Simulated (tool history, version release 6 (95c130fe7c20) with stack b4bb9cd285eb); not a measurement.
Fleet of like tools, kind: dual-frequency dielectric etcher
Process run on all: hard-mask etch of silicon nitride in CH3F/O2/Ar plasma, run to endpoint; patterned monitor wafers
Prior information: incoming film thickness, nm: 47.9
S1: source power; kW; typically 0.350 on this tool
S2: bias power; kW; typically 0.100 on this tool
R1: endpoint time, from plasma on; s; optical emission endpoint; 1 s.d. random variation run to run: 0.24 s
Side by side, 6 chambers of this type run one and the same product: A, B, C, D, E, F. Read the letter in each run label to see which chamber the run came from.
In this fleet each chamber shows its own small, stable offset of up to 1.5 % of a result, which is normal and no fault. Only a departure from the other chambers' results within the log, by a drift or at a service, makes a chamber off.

run   hour     S1     S2      R1
 1E    5.5  0.350  0.100  64.243
 2A    8.2  0.350  0.100  64.868
 3B   12.5  0.350  0.100  64.889
 4D   15.9  0.350  0.100  64.235
 5F   18.5  0.350  0.100  65.536
 6C   23.6  0.350  0.100  64.981
      27.5  -- chamber F: bias power generator calibrated
 7C   29.2  0.260  0.077  80.554
 8E   32.6  0.260  0.077  79.493
 9F   37.1  0.260  0.077  80.726
10B   40.3  0.260  0.077  79.622
11D   43.9  0.260  0.077  79.682
12A   46.7  0.260  0.077  79.776
13D   50.5  0.350  0.100  64.793
14C   53.2  0.350  0.100  65.354
15A   58.1  0.350  0.100  65.116
      62.1  -- chamber E: wet clean of the chamber
16E   62.1  0.350  0.100  63.848
17F   65.9  0.350  0.100  65.538
18B   70.2  0.350  0.100  64.885
19A   72.9  0.350  0.100  64.742
20C   77.0  0.350  0.100  65.534
21E   82.6  0.350  0.100  63.837
22F   88.4  0.350  0.100  65.558
23B   93.9  0.350  0.100  64.397
24D   96.4  0.350  0.119  60.938
     100.9  -- chamber B: wet clean of the chamber
25A  101.9  0.350  0.119  61.031
26C  105.3  0.350  0.119  61.015
27F  108.5  0.350  0.119  61.109
28B  113.8  0.350  0.119  60.650
29E  117.9  0.350  0.119  60.763
30D  122.9  0.350  0.100  64.933
31D  128.3  0.350  0.100  64.638
32E  132.4  0.410  0.087  63.916
33B  135.1  0.410  0.087  64.399
34F  139.2  0.410  0.087  64.935
35A  143.1  0.410  0.087  64.157
36C  146.2  0.410  0.087  64.786
37C  151.9  0.410  0.087  64.643
38E  155.1  0.350  0.100  64.280
39F  158.8  0.350  0.100  65.532
40D  164.2  0.410  0.123  56.626
41A  167.3  0.410  0.123  56.836

Has any chamber moved away from the others, gradually or after a service, or does the common gauge drift, or do the chambers differ only by their own small steady offsets? State the chamber and the most likely cause if one applies.

Neither any chamber nor the gauge drifts; the chambers differ only by their own small, steady offsets.
